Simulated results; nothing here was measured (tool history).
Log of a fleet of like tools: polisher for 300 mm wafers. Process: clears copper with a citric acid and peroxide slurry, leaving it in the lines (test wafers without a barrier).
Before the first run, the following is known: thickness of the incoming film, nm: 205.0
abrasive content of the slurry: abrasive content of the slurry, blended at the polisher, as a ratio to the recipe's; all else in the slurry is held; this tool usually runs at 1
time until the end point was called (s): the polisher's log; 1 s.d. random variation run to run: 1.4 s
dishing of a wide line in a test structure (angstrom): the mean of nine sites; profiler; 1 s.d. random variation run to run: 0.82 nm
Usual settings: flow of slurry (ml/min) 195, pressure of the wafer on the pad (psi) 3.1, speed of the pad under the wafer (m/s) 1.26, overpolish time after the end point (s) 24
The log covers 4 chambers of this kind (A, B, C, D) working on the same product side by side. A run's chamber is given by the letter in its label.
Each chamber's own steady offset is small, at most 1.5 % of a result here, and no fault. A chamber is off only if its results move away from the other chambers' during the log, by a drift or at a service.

| run | hour | flow of slurry (ml/min) | pressure of the wafer on the pad (psi) | speed of the pad under the wafer (m/s) | abrasive content of the slurry | overpolish time after the end point (s) | time until the end point was called (s) | dishing of a wide line in a test structure (angstrom) |
|---|---|---|---|---|---|---|---|---|
| 1C | 7 | 195 | 3.1 | 1.26 | 1 | 24 | 71.957 | 363.93 |
|  | 10.8 | chamber D: slurry blender recalibrated |
| 2D | 14.3 | 195 | 3.1 | 1.26 | 1 | 24 | 70.919 | 369.78 |
| 3B | 19.6 | 195 | 3.1 | 1.26 | 1 | 24 | 71.158 | 375.95 |
| 4A | 26.2 | 195 | 3.1 | 1.26 | 1 | 24 | 71.739 | 374.5 |
| 5B | 34.4 | 195 | 3.1 | 1.26 | 1 | 24 | 71.634 | 368.48 |
| 6A | 44 | 195 | 3.1 | 1.26 | 1 | 24 | 75.742 | 368.2 |
| 7D | 52.1 | 195 | 3.1 | 1.26 | 1 | 24 | 72.075 | 373.19 |
| 8C | 58.7 | 195 | 3.1 | 1.26 | 1 | 24 | 70.015 | 371.67 |
|  | 61.6 | chamber A: worn pad replaced by a new one |
| 9D | 68.2 | 195 | 3.1 | 1.26 | 1 | 24 | 70.959 | 378.05 |
| 10A | 77.7 | 195 | 3.1 | 1.26 | 1 | 24 | 72.486 | 371.07 |
|  | 79.7 | chamber A: head pressure recalibrated |
|  | 85.3 | chamber D: worn pad replaced by a new one |
| 11B | 89.4 | 240 | 3.1 | 1.26 | 1 | 32 | 71.792 | 455.61 |
|  | 96.1 | chamber C: worn pad replaced by a new one |
|  | 96.1 | chamber A: slurry nozzle cleaned |
| 12C | 97.6 | 240 | 3.1 | 1.26 | 1 | 32 | 69.58 | 420.23 |
| 13D | 107.8 | 240 | 3.1 | 1.26 | 1 | 32 | 70.15 | 431.33 |
|  | 114.5 | chamber B: worn pad replaced by a new one |
| 14C | 118.8 | 240 | 3.1 | 1.26 | 1 | 32 | 70.509 | 435.32 |
|  | 121.1 | chamber A: slurry blender recalibrated |
| 15A | 127.5 | 195 | 3.1 | 1.26 | 1 | 24 | 70.545 | 368.26 |
| 16B | 135.5 | 195 | 3.1 | 1.26 | 1 | 24 | 73.377 | 369.23 |
|  | 140.3 | chamber C: head pressure recalibrated |
| 17B | 145.5 | 195 | 3.1 | 1.26 | 1 | 24 | 71.095 | 358.99 |
| 18D | 152.1 | 195 | 3.1 | 1.26 | 1 | 24 | 69.15 | 364.44 |
|  | 157.5 | chamber D: head pressure recalibrated |
| 19C | 162.9 | 195 | 3.1 | 1.26 | 1 | 24 | 70.638 | 370.28 |
| 20A | 171.4 | 195 | 3.1 | 1.26 | 1 | 24 | 69.906 | 364.82 |
| 21D | 182.2 | 195 | 3.1 | 1.26 | 1 | 24 | 64.523 | 397.31 |
| 22B | 189.4 | 195 | 3.1 | 1.26 | 1 | 24 | 72.153 | 370.32 |
|  | 190.7 | chamber C: worn pad replaced by a new one |
|  | 194.3 | chamber A: worn pad replaced by a new one |
| 23C | 194.6 | 195 | 3.1 | 1.26 | 1 | 24 | 72.195 | 355.96 |
| 24A | 200.9 | 195 | 3.5 | 1.26 | 0.85 | 24 | 63.751 | 391.71 |
| 25C | 209.7 | 195 | 3.5 | 1.26 | 0.85 | 24 | 66.878 | 383.4 |
|  | 210.8 | chamber D: worn pad replaced by a new one |
| 26A | 217 | 195 | 3.5 | 1.26 | 0.85 | 24 | 66.372 | 389.24 |
| 27B | 227.8 | 195 | 3.5 | 1.26 | 0.85 | 24 | 66.398 | 391.21 |
|  | 229.4 | chamber B: slurry blender recalibrated |
|  | 230 | chamber B: head pressure recalibrated |
| 28D | 236.2 | 195 | 3.1 | 1.26 | 1 | 24 | 64.855 | 385.94 |
| 29C | 247.4 | 195 | 3.1 | 1.26 | 1 | 24 | 68.018 | 368.39 |
| 30B | 254 | 195 | 3.1 | 1.26 | 1 | 24 | 72.478 | 350.9 |
| 31A | 261.5 | 195 | 3.1 | 1.26 | 1 | 24 | 70.709 | 376.05 |
| 32D | 272.2 | 195 | 3.1 | 1.26 | 1 | 24 | 64.567 | 382.38 |
|  | 278.1 | chamber D: slurry blender recalibrated |
| 33A | 279 | 195 | 3.1 | 1.26 | 1 | 24 | 68.479 | 349.6 |
|  | 288.6 | chamber C: worn pad replaced by a new one |
| 34C | 289 | 195 | 3.1 | 1.26 | 1 | 24 | 69.502 | 358.85 |
| 35D | 297.8 | 195 | 3.1 | 1.26 | 1 | 24 | 64.738 | 414.53 |
| 36B | 306.1 | 195 | 3.1 | 1.26 | 1 | 24 | 73.853 | 384.08 |

Predict what each chamber gives when all 4 of them run the settings below next.
| 37A | 314.7 | 195 | 3.1 | 1.26 | 1 | 24 | ? | ? |
| 37B | 314.7 | 195 | 3.1 | 1.26 | 1 | 24 | ? | ? |
| 37C | 314.7 | 195 | 3.1 | 1.26 | 1 | 24 | ? | ? |
| 37D | 314.7 | 195 | 3.1 | 1.26 | 1 | 24 | ? | ? |

| run | time until the end point was called (s) | dishing of a wide line in a test structure (angstrom) |
|---|---|---|
| 37A | 72.304 | 350.63 |
| 37B | 71.671 | 374.06 |
| 37C | 71.406 | 363.5 |
| 37D | 64.343 | 404.44 |
